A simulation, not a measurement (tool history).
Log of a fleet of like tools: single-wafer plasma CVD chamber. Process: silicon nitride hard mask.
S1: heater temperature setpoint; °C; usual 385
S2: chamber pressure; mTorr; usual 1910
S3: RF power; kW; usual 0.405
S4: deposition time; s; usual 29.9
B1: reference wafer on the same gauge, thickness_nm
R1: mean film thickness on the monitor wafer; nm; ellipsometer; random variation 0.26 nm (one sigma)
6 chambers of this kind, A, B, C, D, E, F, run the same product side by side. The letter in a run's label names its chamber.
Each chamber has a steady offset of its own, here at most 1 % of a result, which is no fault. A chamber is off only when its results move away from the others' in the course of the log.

Run 1C, hour 10.6: usual settings; B1 43.127. Result: R1 43.564 nm.
Run 2F, hour 18.2: usual settings; B1 43.127. Result: R1 44.285 nm.
Run 3A, hour 24.9: usual settings; B1 43.078. Result: R1 43.993 nm.
Run 4D, hour 33.8: usual settings; B1 43.066. Result: R1 44.224 nm.
Run 5E, hour 42.2: usual settings; B1 43.103. Result: R1 44.096 nm.
Run 6B, hour 49.6: usual settings but S3 0.430 kW, S4 33.2 s; B1 43.196. Result: R1 50.697 nm.
Run 7B, hour 62.2: usual settings but S3 0.430 kW, S4 33.2 s; B1 43.048. Result: R1 50.326 nm.
Run 8D, hour 73.2: usual settings but S3 0.430 kW, S4 33.2 s; B1 43.132. Result: R1 50.289 nm.
Run 9C, hour 79.8: usual settings but S3 0.430 kW, S4 33.2 s; B1 43.131. Result: R1 50.379 nm.
Run 10A, hour 86.8: usual settings but S3 0.430 kW, S4 33.2 s; B1 43.101. Result: R1 50.591 nm.
Run 11F, hour 95.5: usual settings but S3 0.430 kW, S4 33.2 s; B1 43.086. Result: R1 50.721 nm.
At hour 97.7: chamber A: capacitance manometer re-zeroed and calibrated.
Run 12E, hour 106.9: usual settings; B1 43.081. Result: R1 43.623 nm.
Run 13B, hour 114.1: usual settings; B1 43.093. Result: R1 43.908 nm.
Run 14F, hour 126.5: usual settings but S1 397 °C, S4 35.0 s; B1 43.094. Result: R1 51.194 nm.
Run 15C, hour 136.4: usual settings but S1 397 °C, S4 35.0 s; B1 43.067. Result: R1 50.491 nm.
Run 16E, hour 144.3: usual settings but S1 397 °C, S4 35.0 s; B1 43.101. Result: R1 51.325 nm.
Run 17D, hour 151.5: usual settings but S1 397 °C, S4 35.0 s; B1 43.078. Result: R1 50.495 nm.
Run 18A, hour 157.8: usual settings but S1 397 °C, S4 35.0 s; B1 43.063. Result: R1 51.956 nm.
Run 19F, hour 169.3: usual settings but S1 397 °C, S4 35.0 s; B1 43.164. Result: R1 51.431 nm.
Run 20B, hour 181.4: usual settings; B1 43.041. Result: R1 43.804 nm.
Run 21A, hour 191.6: usual settings; B1 43.082. Result: R1 44.318 nm.
Run 22D, hour 202.3: usual settings but S1 390 °C, S2 1520 mTorr; B1 43.094. Result: R1 40.307 nm.
Run 23C, hour 210.9: usual settings but S1 390 °C, S2 1520 mTorr; B1 43.177. Result: R1 40.907 nm.
Run 24E, hour 217.1: usual settings but S1 390 °C, S2 1520 mTorr; B1 43.104. Result: R1 40.493 nm.
Run 25C, hour 223.8: usual settings but S1 390 °C, S2 1520 mTorr; B1 43.142. Result: R1 40.454 nm.
At hour 232.6: chamber F: RF generator calibrated.
Run 26E, hour 232.9: usual settings but S1 390 °C, S2 1520 mTorr; B1 43.179. Result: R1 40.440 nm.
Run 27D, hour 238.8: usual settings but S1 390 °C, S2 1520 mTorr; B1 43.058. Result: R1 40.320 nm.
Run 28B, hour 247.4: usual settings; B1 43.142. Result: R1 44.345 nm.
Run 29F, hour 253.7: usual settings; B1 43.098. Result: R1 44.114 nm.
At hour 260.5: chamber D: thermocouple changed; heater temperature recalibrated.
Run 30A, hour 263.7: usual settings but S2 2050 mTorr; B1 43.098. Result: R1 44.823 nm.
Run 31E, hour 275.2: usual settings but S2 2050 mTorr; B1 43.044. Result: R1 43.807 nm.
Run 32C, hour 288.0: usual settings but S2 2050 mTorr; B1 43.092. Result: R1 44.270 nm.
Run 33B, hour 294.3: usual settings but S2 2050 mTorr; B1 43.141. Result: R1 44.361 nm.
Run 34A, hour 306.2: usual settings but S2 2050 mTorr; B1 43.102. Result: R1 45.557 nm.
Run 35F, hour 312.2: usual settings but S2 2050 mTorr; B1 43.123. Result: R1 45.305 nm.
Run 36D, hour 320.2: usual settings; B1 43.154. Result: R1 42.158 nm.

Next, every chamber runs the same settings. What will each give?
Run 37A, hour 329.9: usual settings. Result: R1 ?.
Run 37B, hour 329.9: usual settings. Result: R1 ?.
Run 37C, hour 329.9: usual settings. Result: R1 ?.
Run 37D, hour 329.9: usual settings. Result: R1 ?.
Run 37E, hour 329.9: usual settings. Result: R1 ?.
Run 37F, hour 329.9: usual settings. Result: R1 ?.

run      R1
37A  44.484
37B  44.319
37C  43.281
37D  42.227
37E  43.695
37F  44.069
